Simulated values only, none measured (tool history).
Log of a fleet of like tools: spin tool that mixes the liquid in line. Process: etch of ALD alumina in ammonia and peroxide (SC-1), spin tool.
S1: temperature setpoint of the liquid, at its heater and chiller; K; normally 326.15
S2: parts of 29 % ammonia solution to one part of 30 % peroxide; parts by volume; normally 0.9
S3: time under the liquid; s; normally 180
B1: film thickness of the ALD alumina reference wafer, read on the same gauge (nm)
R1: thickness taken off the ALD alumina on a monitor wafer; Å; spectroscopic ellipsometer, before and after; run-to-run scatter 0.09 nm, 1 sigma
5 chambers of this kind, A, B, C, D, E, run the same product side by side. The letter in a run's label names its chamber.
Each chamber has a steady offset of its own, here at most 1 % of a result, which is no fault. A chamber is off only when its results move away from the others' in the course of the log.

Run 1E, hour 6.4: usual settings; B1 139.98. Result: R1 91.9 Å.
Run 2D, hour 13.1: usual settings; B1 139.98. Result: R1 90.805 Å.
Run 3C, hour 20.2: usual settings; B1 140.02. Result: R1 91.089 Å.
Run 4A, hour 27: usual settings; B1 139.99. Result: R1 91.396 Å.
At hour 27.5: chamber A: heated supply line repaired.
Run 5B, hour 33.3: usual settings; B1 140.01. Result: R1 90.755 Å.
Run 6A, hour 37.7: usual settings; B1 139.98. Result: R1 91.001 Å.
Run 7B, hour 44.1: usual settings; B1 140.01. Result: R1 89.88 Å.
Run 8C, hour 48.2: usual settings; B1 140. Result: R1 91.827 Å.
Run 9E, hour 52.9: usual settings; B1 140.01. Result: R1 89.645 Å.
Run 10D, hour 56.4: usual settings; B1 139.99. Result: R1 91.544 Å.
Run 11B, hour 59.9: usual settings; B1 139.99. Result: R1 92.243 Å.
Run 12C, hour 67.2: usual settings; B1 139.98. Result: R1 90.224 Å.
At hour 67.4: chamber C: thermometer replaced.
Run 13D, hour 70.9: usual settings; B1 140.01. Result: R1 91.28 Å.
Run 14E, hour 74.4: usual settings; B1 140. Result: R1 90.751 Å.
Run 15A, hour 80.3: usual settings; B1 140.01. Result: R1 90.396 Å.
Run 16A, hour 87.4: usual settings; B1 140. Result: R1 90.366 Å.
Run 17B, hour 93.5: usual settings but S1 319.15 K, S3 275 s; B1 139.99. Result: R1 94.707 Å.
Run 18D, hour 96.9: usual settings but S1 319.15 K, S3 275 s; B1 140.01. Result: R1 93.619 Å.
Run 19C, hour 103.9: usual settings but S1 319.15 K, S3 275 s; B1 140.01. Result: R1 94.755 Å.
Run 20E, hour 109.6: usual settings but S1 319.15 K, S3 275 s; B1 140.03. Result: R1 94.183 Å.
Run 21B, hour 112.8: usual settings but S1 319.15 K, S3 275 s; B1 140. Result: R1 93.818 Å.
Run 22D, hour 118.7: usual settings; B1 139.98. Result: R1 89.47 Å.
Run 23A, hour 125.7: usual settings; B1 139.98. Result: R1 87.632 Å.
Run 24C, hour 130.6: usual settings; B1 140.01. Result: R1 92.089 Å.
Run 25E, hour 136.7: usual settings; B1 140.01. Result: R1 91.278 Å.
Run 26E, hour 141: usual settings; B1 139.98. Result: R1 91.951 Å.
Run 27A, hour 144.4: usual settings; B1 140.01. Result: R1 89.29 Å.
Run 28D, hour 150.3: usual settings; B1 140.01. Result: R1 91.611 Å.
Run 29B, hour 156.9: usual settings; B1 139.99. Result: R1 91.092 Å.
Run 30C, hour 160.7: usual settings; B1 140.04. Result: R1 91.418 Å.
Run 31A, hour 165.1: usual settings; B1 140. Result: R1 88.067 Å.
Run 32D, hour 171.8: usual settings; B1 140. Result: R1 91.031 Å.
Run 33E, hour 178.3: usual settings; B1 140.01. Result: R1 91.496 Å.
Run 34C, hour 182.2: usual settings; B1 140.02. Result: R1 92.656 Å.
Run 35B, hour 188.1: usual settings; B1 140. Result: R1 90.996 Å.
Run 36D, hour 194.2: usual settings; B1 140.02. Result: R1 90.866 Å.
Run 37C, hour 201.1: usual settings; B1 140.01. Result: R1 92.718 Å.

Next, all 5 chambers run the settings below, one line each with question marks for the results. What does each chamber give?
Run 38A, hour 206.3: usual settings. Result: R1 ?.
Run 38B, hour 206.3: usual settings. Result: R1 ?.
Run 38C, hour 206.3: usual settings. Result: R1 ?.
Run 38D, hour 206.3: usual settings. Result: R1 ?.
Run 38E, hour 206.3: usual settings. Result: R1 ?.

run      R1
38A  87.814
38B  90.923
38C  91.034
38D   91.25
38E  90.642

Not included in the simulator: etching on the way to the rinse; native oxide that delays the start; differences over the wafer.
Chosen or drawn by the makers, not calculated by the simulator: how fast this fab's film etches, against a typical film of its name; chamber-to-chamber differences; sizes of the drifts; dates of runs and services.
